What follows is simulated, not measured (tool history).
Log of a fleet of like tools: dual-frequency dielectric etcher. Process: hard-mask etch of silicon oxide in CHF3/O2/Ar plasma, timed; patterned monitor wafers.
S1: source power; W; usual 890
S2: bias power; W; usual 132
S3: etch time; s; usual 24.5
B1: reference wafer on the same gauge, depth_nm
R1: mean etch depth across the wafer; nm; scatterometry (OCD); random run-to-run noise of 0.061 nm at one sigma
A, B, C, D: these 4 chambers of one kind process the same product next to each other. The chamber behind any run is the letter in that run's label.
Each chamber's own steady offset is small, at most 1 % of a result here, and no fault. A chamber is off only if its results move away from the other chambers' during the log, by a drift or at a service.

{"run": "1C", "day": 0.45, "S1": 890, "S2": 132, "S3": 24.5, "B1": 47.501, "R1": 51.275}
{"run": "2B", "day": 1.058, "S1": 890, "S2": 132, "S3": 24.5, "B1": 47.472, "R1": 51.368}
{"run": "3D", "day": 1.483, "S1": 890, "S2": 132, "S3": 24.5, "B1": 47.47, "R1": 51.357}
{"run": "4A", "day": 2.021, "S1": 890, "S2": 132, "S3": 24.5, "B1": 47.468, "R1": 50.819}
{"run": "5C", "day": 2.575, "S1": 890, "S2": 132, "S3": 24.5, "B1": 47.433, "R1": 51.269}
{"run": "6B", "day": 2.938, "S1": 890, "S2": 132, "S3": 24.5, "B1": 47.433, "R1": 51.335}
{"run": "7D", "day": 3.471, "S1": 890, "S2": 132, "S3": 24.5, "B1": 47.429, "R1": 51.388}
{"run": "8A", "day": 3.838, "S1": 890, "S2": 132, "S3": 24.5, "B1": 47.412, "R1": 50.824}
{"run": "9C", "day": 4.288, "S1": 890, "S2": 132, "S3": 24.5, "B1": 47.425, "R1": 51.36}
{"run": "10D", "day": 4.65, "S1": 890, "S2": 132, "S3": 24.5, "B1": 47.398, "R1": 51.394}
{"run": "11B", "day": 5.117, "S1": 1010, "S2": 132, "S3": 22.0, "B1": 47.399, "R1": 48.457}
{"run": "12A", "day": 5.496, "S1": 1010, "S2": 132, "S3": 22.0, "B1": 47.386, "R1": 47.943}
{"run": "13A", "day": 5.879, "S1": 1010, "S2": 132, "S3": 22.0, "B1": 47.377, "R1": 48.028}
{"run": "14C", "day": 6.296, "S1": 1010, "S2": 132, "S3": 22.0, "B1": 47.382, "R1": 48.374}
{"run": "15B", "day": 6.875, "S1": 890, "S2": 132, "S3": 24.5, "B1": 47.359, "R1": 51.31}
{"run": "16D", "day": 7.221, "S1": 770, "S2": 157, "S3": 24.5, "B1": 47.348, "R1": 51.164}
{"run": "17A", "day": 7.608, "S1": 770, "S2": 157, "S3": 24.5, "B1": 47.332, "R1": 50.626}
{"run": "18C", "day": 8.1, "S1": 770, "S2": 157, "S3": 24.5, "B1": 47.328, "R1": 51.036}
{"run": "19D", "day": 8.542, "S1": 770, "S2": 157, "S3": 24.5, "B1": 47.323, "R1": 51.081}
{"run": "20B", "day": 9.017, "S1": 890, "S2": 132, "S3": 24.5, "B1": 47.318, "R1": 51.193}
{"run": "21D", "day": 9.417, "S1": 890, "S2": 132, "S3": 24.5, "B1": 47.294, "R1": 51.252}
{"run": "22A", "day": 10.012, "S1": 890, "S2": 132, "S3": 24.5, "B1": 47.3, "R1": 50.555}
{"run": "23B", "day": 10.612, "S1": 890, "S2": 132, "S3": 24.5, "B1": 47.285, "R1": 51.21}
{"run": "24C", "day": 11.067, "S1": 890, "S2": 132, "S3": 24.5, "B1": 47.265, "R1": 51.096}

Next, every chamber runs the same settings. What will each give?
{"run": "25A", "day": 11.508, "S1": 890, "S2": 132, "S3": 24.5, "R1": "?"}
{"run": "25B", "day": 11.508, "S1": 890, "S2": 132, "S3": 24.5, "R1": "?"}
{"run": "25C", "day": 11.508, "S1": 890, "S2": 132, "S3": 24.5, "R1": "?"}
{"run": "25D", "day": 11.508, "S1": 890, "S2": 132, "S3": 24.5, "R1": "?"}

run=25A R1=50.594
run=25B R1=51.089
run=25C R1=51.113
run=25D R1=51.284
